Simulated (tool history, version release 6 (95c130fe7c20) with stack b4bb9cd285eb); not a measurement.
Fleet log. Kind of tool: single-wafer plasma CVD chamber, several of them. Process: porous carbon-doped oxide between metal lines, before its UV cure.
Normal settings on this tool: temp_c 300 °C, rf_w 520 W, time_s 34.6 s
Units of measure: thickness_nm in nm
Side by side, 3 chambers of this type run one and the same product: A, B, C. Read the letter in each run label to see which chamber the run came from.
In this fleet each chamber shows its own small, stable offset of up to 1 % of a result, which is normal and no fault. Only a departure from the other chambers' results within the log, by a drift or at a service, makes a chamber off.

run,day,temp_c,rf_w,time_s,hours since the last thermocouple change,hours since the last RF generator calibration,"read-back reference wafer on the same gauge, thickness_nm",thickness_nm
1C,0.479,300,520,34.6,154.8,436.5,203.07,189.64
2A,0.796,300,520,34.6,2374.9,860.3,202.97,189.77
3B,1.308,300,520,34.6,646,989.7,202.94,190.37
4B,1.742,300,520,34.6,656.4,1000.1,203.07,190.26
5A,2.017,300,520,34.6,2404.2,889.6,203.07,191.19
6C,2.596,300,520,34.6,205.6,487.3,203,190.08
7A,2.875,300,520,34.6,2424.8,910.2,203,191.27
8C,3.392,300,520,34.6,224.7,506.4,203.09,190.48
9B,3.7,300,520,34.6,703.4,1047.1,202.94,190.41
10B,4.104,300,520,34.6,713.1,1056.8,202.97,190.53
11C,4.592,300,520,34.6,253.5,535.2,203.07,189.86
12A,5.042,300,520,34.6,2476.8,962.2,202.91,190.89
13A,5.467,300,520,34.6,2487,972.4,203,190.55
14C,5.775,300,520,34.6,281.9,563.6,203.05,189.82
15B,6.288,300,485,30,765.5,1109.2,202.99,158.01
16C,6.771,300,485,30,305.8,587.5,202.99,157.93
17A,7.196,300,485,30,2528.5,1013.9,203.03,158.94
18B,7.754,300,585,34.6,800.7,1144.4,202.98,204.72
# day 7.842: chamber A: thermocouple changed; heater temperature recalibrated
19C,8.192,300,585,34.6,339.9,621.6,203.14,205.8
20B,8.571,300,585,34.6,820.3,1164,202.93,205.62
21A,9.15,300,520,34.6,31.5,1060.8,202.99,196.95
22B,9.721,300,520,34.6,847.9,1191.6,203,190.46
23A,10.062,300,520,34.6,53.4,1082.7,202.91,197.15
24C,10.317,300,520,34.6,390.9,672.6,203,189.29
25A,10.604,300,520,34.6,66.4,1095.7,203,197.71
26B,11.071,300,520,34.6,880.3,1224,203.05,190.02
27C,11.442,300,520,34.6,417.9,699.6,203.12,189.12
28A,12.029,300,520,34.6,100.6,1129.9,202.83,197.55
29C,12.508,300,520,34.6,443.5,725.2,203.01,189.27
30B,12.992,300,520,34.6,926.4,1270.1,203.13,190.95
31B,13.525,300,520,34.6,939.2,1282.9,203.13,190.47
32C,13.858,300,520,34.6,475.9,757.6,202.75,189.42
33A,14.3,300,520,34.6,155.1,1184.4,203.07,197.07
34B,14.621,300,520,34.6,965.5,1309.2,202.99,190.55
35C,14.888,300,520,34.6,500.6,782.3,203.07,189.53
36A,15.271,300,520,34.6,178.4,1207.7,202.86,197.83
37A,15.721,300,520,34.6,189.2,1218.5,202.91,198
38C,16.25,300,520,34.6,533.3,815,203.07,189.87
39B,16.812,300,520,34.6,1018.1,1361.8,203.01,190.12
40C,17.275,300,520,34.6,557.9,839.6,202.96,189.66
# day 17.317: chamber B: RF generator calibrated
41B,17.588,300,520,34.6,1036.7,6.6,203.1,191.09

Read the log: is a single chamber off, either drifting away or since a service, is the gauge that measures every chamber drifting, or is nothing wrong beyond small per-chamber offsets? Name any odd chamber and what most likely caused it.

A service left chamber A off against the others.
Cause: wafer temperature below the value expected at the setpoint (K) = 5.95.

Here are 4 candidates for chamber A's next run, each the usual settings with a change, their results left as question marks. Which one brings its results back in line with what the others give on the usual settings?
Allowed miss from the other chambers' usual-settings mean, per result, to count as in line: thickness_nm 2.1 nm
42A-1,18.008,299,520,35.8,,,,?
42A-2,18.008,300,515,34.2,,,,?
42A-3,18.008,307,520,34.6,,,,?
42A-4,18.008,300,535,34.6,,,,?

What the other chambers average on the usual settings: thickness_nm 189.88 nm
run,thickness_nm
42A-1,205.39
42A-2,194.03
42A-3,189.81
42A-4,201.42
42A-3 brings the chamber back in line.
